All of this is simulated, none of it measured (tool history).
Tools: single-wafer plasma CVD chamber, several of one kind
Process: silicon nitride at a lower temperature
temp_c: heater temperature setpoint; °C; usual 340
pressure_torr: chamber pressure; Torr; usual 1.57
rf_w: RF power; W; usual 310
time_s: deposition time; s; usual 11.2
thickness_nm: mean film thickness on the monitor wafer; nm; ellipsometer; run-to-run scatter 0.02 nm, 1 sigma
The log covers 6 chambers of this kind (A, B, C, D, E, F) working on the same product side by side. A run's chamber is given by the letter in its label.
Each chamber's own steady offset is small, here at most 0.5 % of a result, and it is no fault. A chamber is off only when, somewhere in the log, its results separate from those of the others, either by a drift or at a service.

| run | hour | temp_c | pressure_torr | rf_w | time_s | read-back reference wafer on the same gauge, thickness_nm | thickness_nm |
|---|---|---|---|---|---|---|---|
|  | 5.6 | chamber B: RF generator calibrated |
| 1F | 5.7 | 340 | 1.57 | 310 | 11.2 | 15.206 | 13.537 |
| 2C | 12.1 | 340 | 1.57 | 310 | 11.2 | 15.205 | 13.473 |
| 3B | 16.6 | 340 | 1.57 | 310 | 11.2 | 15.207 | 13.528 |
| 4A | 21.4 | 340 | 1.57 | 310 | 11.2 | 15.207 | 13.352 |
| 5E | 25.3 | 340 | 1.57 | 310 | 11.2 | 15.209 | 13.541 |
| 6D | 31.3 | 340 | 1.57 | 310 | 11.2 | 15.213 | 13.441 |
| 7D | 38.2 | 340 | 1.57 | 310 | 11.2 | 15.217 | 13.447 |
| 8E | 44 | 340 | 1.57 | 310 | 11.2 | 15.215 | 13.557 |
| 9C | 50.8 | 340 | 1.57 | 310 | 11.2 | 15.218 | 13.442 |
| 10B | 57.3 | 340 | 1.57 | 275 | 11.2 | 15.219 | 12.436 |
| 11A | 64.5 | 340 | 1.57 | 275 | 11.2 | 15.221 | 12.35 |
| 12F | 70.7 | 340 | 1.57 | 275 | 11.2 | 15.223 | 12.428 |
|  | 72 | chamber B: thermocouple changed; heater temperature recalibrated |
| 13D | 78.1 | 340 | 1.57 | 275 | 11.2 | 15.237 | 12.423 |
| 14B | 85.2 | 340 | 1.57 | 275 | 11.2 | 15.241 | 12.479 |
| 15A | 91.8 | 340 | 1.57 | 275 | 11.2 | 15.233 | 12.359 |
| 16C | 98.3 | 340 | 1.57 | 310 | 11.2 | 15.239 | 13.482 |
| 17F | 104.5 | 340 | 1.57 | 310 | 11.2 | 15.241 | 13.565 |
| 18E | 108.5 | 340 | 1.57 | 310 | 11.2 | 15.238 | 13.55 |
| 19D | 113.6 | 340 | 1.57 | 270 | 9.8 | 15.241 | 10.784 |
| 20F | 117.5 | 340 | 1.57 | 270 | 9.8 | 15.251 | 10.75 |
| 21A | 121 | 340 | 1.57 | 270 | 9.8 | 15.247 | 10.709 |
| 22C | 126.7 | 340 | 1.57 | 270 | 9.8 | 15.252 | 10.722 |
| 23E | 133.5 | 340 | 1.57 | 270 | 9.8 | 15.255 | 10.761 |
| 24B | 138.3 | 340 | 1.57 | 270 | 9.8 | 15.257 | 10.809 |
| 25C | 142.3 | 340 | 1.57 | 310 | 11.2 | 15.253 | 13.489 |
| 26A | 145.9 | 340 | 1.57 | 310 | 11.2 | 15.262 | 13.413 |
| 27D | 151.9 | 340 | 1.57 | 310 | 11.2 | 15.257 | 13.488 |
|  | 154.5 | chamber A: RF generator calibrated |
| 28B | 158.8 | 340 | 1.57 | 310 | 11.2 | 15.265 | 13.596 |
| 29F | 163.2 | 340 | 1.57 | 310 | 11.2 | 15.265 | 13.54 |
| 30E | 169.5 | 340 | 1.24 | 310 | 11.2 | 15.268 | 12.658 |
| 31E | 175.8 | 340 | 1.24 | 310 | 11.2 | 15.266 | 12.688 |
| 32B | 180.2 | 340 | 1.24 | 310 | 11.2 | 15.271 | 12.719 |
| 33A | 184.4 | 340 | 1.24 | 310 | 11.2 | 15.281 | 12.584 |
| 34F | 188 | 340 | 1.24 | 310 | 11.2 | 15.275 | 12.667 |
|  | 193.9 | chamber C: thermocouple changed; heater temperature recalibrated |
| 35C | 194.6 | 340 | 1.24 | 310 | 11.2 | 15.269 | 12.58 |
| 36D | 198.1 | 340 | 1.57 | 310 | 11.2 | 15.277 | 13.507 |
| 37F | 205.5 | 348 | 1.57 | 280 | 11.2 | 15.283 | 12.604 |
| 38D | 212.5 | 348 | 1.57 | 280 | 11.2 | 15.285 | 12.558 |
| 39C | 217.3 | 348 | 1.57 | 280 | 11.2 | 15.283 | 12.577 |
| 40B | 223.1 | 348 | 1.57 | 280 | 11.2 | 15.292 | 12.628 |

Each of the 6 chambers runs these same settings next. Fill in every chamber's results:
| 41A | 228.4 | 340 | 1.69 | 310 | 11.2 |  | ? |
| 41B | 228.4 | 340 | 1.69 | 310 | 11.2 |  | ? |
| 41C | 228.4 | 340 | 1.69 | 310 | 11.2 |  | ? |
| 41D | 228.4 | 340 | 1.69 | 310 | 11.2 |  | ? |
| 41E | 228.4 | 340 | 1.69 | 310 | 11.2 |  | ? |
| 41F | 228.4 | 340 | 1.69 | 310 | 11.2 |  | ? |

| run | thickness_nm |
|---|---|
| 41A | 13.808 |
| 41B | 13.884 |
| 41C | 13.824 |
| 41D | 13.837 |
| 41E | 13.88 |
| 41F | 13.905 |

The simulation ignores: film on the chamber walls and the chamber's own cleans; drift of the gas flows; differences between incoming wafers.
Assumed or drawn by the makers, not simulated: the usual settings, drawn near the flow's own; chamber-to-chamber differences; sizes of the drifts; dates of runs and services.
